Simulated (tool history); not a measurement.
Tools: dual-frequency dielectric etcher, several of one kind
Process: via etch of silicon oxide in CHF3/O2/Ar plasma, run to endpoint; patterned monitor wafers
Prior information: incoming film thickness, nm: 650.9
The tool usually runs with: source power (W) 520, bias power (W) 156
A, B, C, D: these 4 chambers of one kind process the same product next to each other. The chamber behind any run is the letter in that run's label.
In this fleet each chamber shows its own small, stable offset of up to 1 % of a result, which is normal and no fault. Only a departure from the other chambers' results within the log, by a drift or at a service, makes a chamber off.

| run | hour | source power (W) | bias power (W) | hours since the last wet clean | hours since the last source power generator calibration | hours since the last bias power generator calibration | endpoint time (s) |
|---|---|---|---|---|---|---|---|
|  | 4.6 | chamber B: wet clean of the chamber |
| 1D | 13.5 | 520 | 156 | 441.8 | 256.5 | 2727.9 | 366.12 |
| 2C | 24.5 | 520 | 156 | 138.9 | 2730.6 | 3370.9 | 369.98 |
| 3A | 31.4 | 520 | 156 | 180.4 | 4466.3 | 762.5 | 362.26 |
| 4B | 43 | 520 | 156 | 38.4 | 341.6 | 749.5 | 365 |
| 5C | 50.5 | 520 | 156 | 164.9 | 2756.6 | 3396.9 | 367.96 |
| 6D | 59.9 | 520 | 156 | 488.2 | 302.9 | 2774.3 | 365.29 |
| 7B | 72.8 | 520 | 156 | 68.2 | 371.4 | 779.3 | 363.12 |
| 8A | 80.3 | 520 | 156 | 229.3 | 4515.2 | 811.4 | 366.41 |
| 9C | 92.4 | 520 | 156 | 206.8 | 2798.5 | 3438.8 | 369.55 |
| 10B | 104.5 | 520 | 156 | 99.9 | 403.1 | 811 | 360.91 |
| 11A | 111.6 | 520 | 172 | 260.6 | 4546.5 | 842.7 | 353.96 |
| 12D | 121.7 | 520 | 172 | 550 | 364.7 | 2836.1 | 354.56 |
| 13C | 128.2 | 520 | 172 | 242.6 | 2834.3 | 3474.6 | 357.81 |
| 14A | 141.2 | 520 | 172 | 290.2 | 4576.1 | 872.3 | 352.19 |
|  | 150.7 | chamber D: wet clean of the chamber |
| 15B | 151.3 | 520 | 156 | 146.7 | 449.9 | 857.8 | 364.4 |
| 16D | 159.6 | 520 | 156 | 9 | 402.6 | 2874 | 376.72 |
| 17A | 168.9 | 520 | 156 | 317.9 | 4603.8 | 900 | 365.71 |
|  | 176.4 | chamber D: bias power generator calibrated |
| 18C | 180.4 | 520 | 156 | 294.8 | 2886.5 | 3526.8 | 368.07 |
| 19D | 193.8 | 520 | 156 | 43.2 | 436.8 | 17.5 | 379.41 |
| 20B | 201.7 | 520 | 156 | 197.1 | 500.3 | 908.2 | 363.48 |
| 21A | 208.8 | 520 | 156 | 357.8 | 4643.7 | 939.9 | 364.36 |
| 22C | 219.8 | 520 | 156 | 334.2 | 2925.9 | 3566.2 | 368.43 |
| 23B | 226.7 | 520 | 156 | 222.1 | 525.3 | 933.2 | 363.52 |
| 24D | 234.4 | 520 | 156 | 83.8 | 477.4 | 58.1 | 379.71 |
|  | 237.4 | chamber A: wet clean of the chamber |
| 25B | 246.6 | 520 | 156 | 242 | 545.2 | 953.1 | 362.74 |
| 26D | 258.8 | 520 | 156 | 108.2 | 501.8 | 82.5 | 378.79 |
| 27A | 271 | 520 | 179 | 33.7 | 4705.9 | 1002.1 | 346.88 |
| 28C | 276.9 | 520 | 179 | 391.3 | 2983 | 3623.3 | 350.02 |
| 29C | 285.5 | 520 | 179 | 399.9 | 2991.6 | 3631.9 | 350.99 |
| 30B | 293.9 | 520 | 179 | 289.3 | 592.5 | 1000.4 | 346.02 |
| 31A | 306.3 | 520 | 156 | 69 | 4741.2 | 1037.4 | 365.92 |
| 32D | 317.8 | 520 | 118 | 167.2 | 560.8 | 141.5 | 416.64 |

One chamber off, gauge drift, or nothing amiss beyond the chambers' own small offsets? If it is a chamber, which one, and what is the likeliest cause?

A service on chamber D put it out of line with the rest.
Cause: etch rate under this chamber's usual, % = 3.52.

Which of the 4 candidates below, each the usual settings with something changed and its results left as question marks, puts chamber D back in line with what the other chambers give on the usual settings?
A result is in line if it is within this distance of the other chambers' mean on the usual settings: endpoint time (s) 4.3
| 33D-1 | 327.6 | 520 | 139 |  |  |  | ? |
| 33D-2 | 327.6 | 550 | 163 |  |  |  | ? |
| 33D-3 | 327.6 | 500 | 156 |  |  |  | ? |
| 33D-4 | 327.6 | 520 | 162 |  |  |  | ? |

Other chambers, usual settings, mean: endpoint time (s) 365.37
| run | endpoint time (s) |
|---|---|
| 33D-1 | 393.55 |
| 33D-2 | 365.66 |
| 33D-3 | 384.69 |
| 33D-4 | 374.29 |
With 33D-2, the chamber falls back in line with the rest.
